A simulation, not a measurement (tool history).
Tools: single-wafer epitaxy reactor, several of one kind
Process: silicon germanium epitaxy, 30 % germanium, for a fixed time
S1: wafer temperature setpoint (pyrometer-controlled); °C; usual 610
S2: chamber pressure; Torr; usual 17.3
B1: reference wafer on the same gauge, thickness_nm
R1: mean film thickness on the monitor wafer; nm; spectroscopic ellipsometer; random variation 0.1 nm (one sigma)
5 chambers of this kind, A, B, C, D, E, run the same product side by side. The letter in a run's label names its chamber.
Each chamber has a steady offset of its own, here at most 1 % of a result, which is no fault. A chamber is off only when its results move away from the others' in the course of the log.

run    day   S1    S2      B1      R1
 1A  0.225  610  17.3  71.024  67.411
 2B  0.442  610  17.3  71.011  66.717
 3C  0.796  610  17.3  71.048  66.831
 4E  1.004  610  17.3  71.060  67.188
 5D  1.221  610  17.3  71.113  66.851
 6D  1.446  610  17.3  71.094  67.052
 7C  1.817  619  13.4  71.094  70.652
 8E  2.071  619  13.4  71.108  71.475
 9B  2.283  619  13.4  71.114  70.714
10A  2.500  619  13.4  71.116  71.799
11E  2.704  619  13.4  71.170  71.239
12C  2.996  610  17.3  71.172  66.742
13D  3.208  610  17.3  71.184  67.232
14A  3.400  610  17.3  71.194  67.333
15B  3.758  610  17.3  71.211  66.813
16A  4.054  610  17.3  71.220  67.497
     4.192  -- chamber D: capacitance manometer re-zeroed and calibrated
17B  4.300  610  17.3  71.246  66.935
18C  4.625  610  17.3  71.266  66.924
19D  4.800  610  17.3  71.278  67.313
20E  5.088  610  17.3  71.313  67.317
21B  5.267  605  20.5  71.280  65.487
22C  5.533  605  20.5  71.311  65.846
23E  5.838  605  20.5  71.335  65.973
24D  6.138  605  20.5  71.335  65.843
25A  6.321  605  20.5  71.355  65.976
26E  6.608  610  17.3  71.355  67.745
27A  6.792  610  17.3  71.385  67.699
28B  7.067  610  17.3  71.414  67.024
29D  7.267  610  17.3  71.410  67.460
30C  7.442  599  17.3  71.426  55.104

Next, every chamber runs the same settings. What will each give?
31A  7.721  598  17.3       ?
31B  7.721  598  17.3       ?
31C  7.721  598  17.3       ?
31D  7.721  598  17.3       ?
31E  7.721  598  17.3       ?

run      R1
31A  54.587
31B  53.829
31C  54.274
31D  54.170
31E  54.701
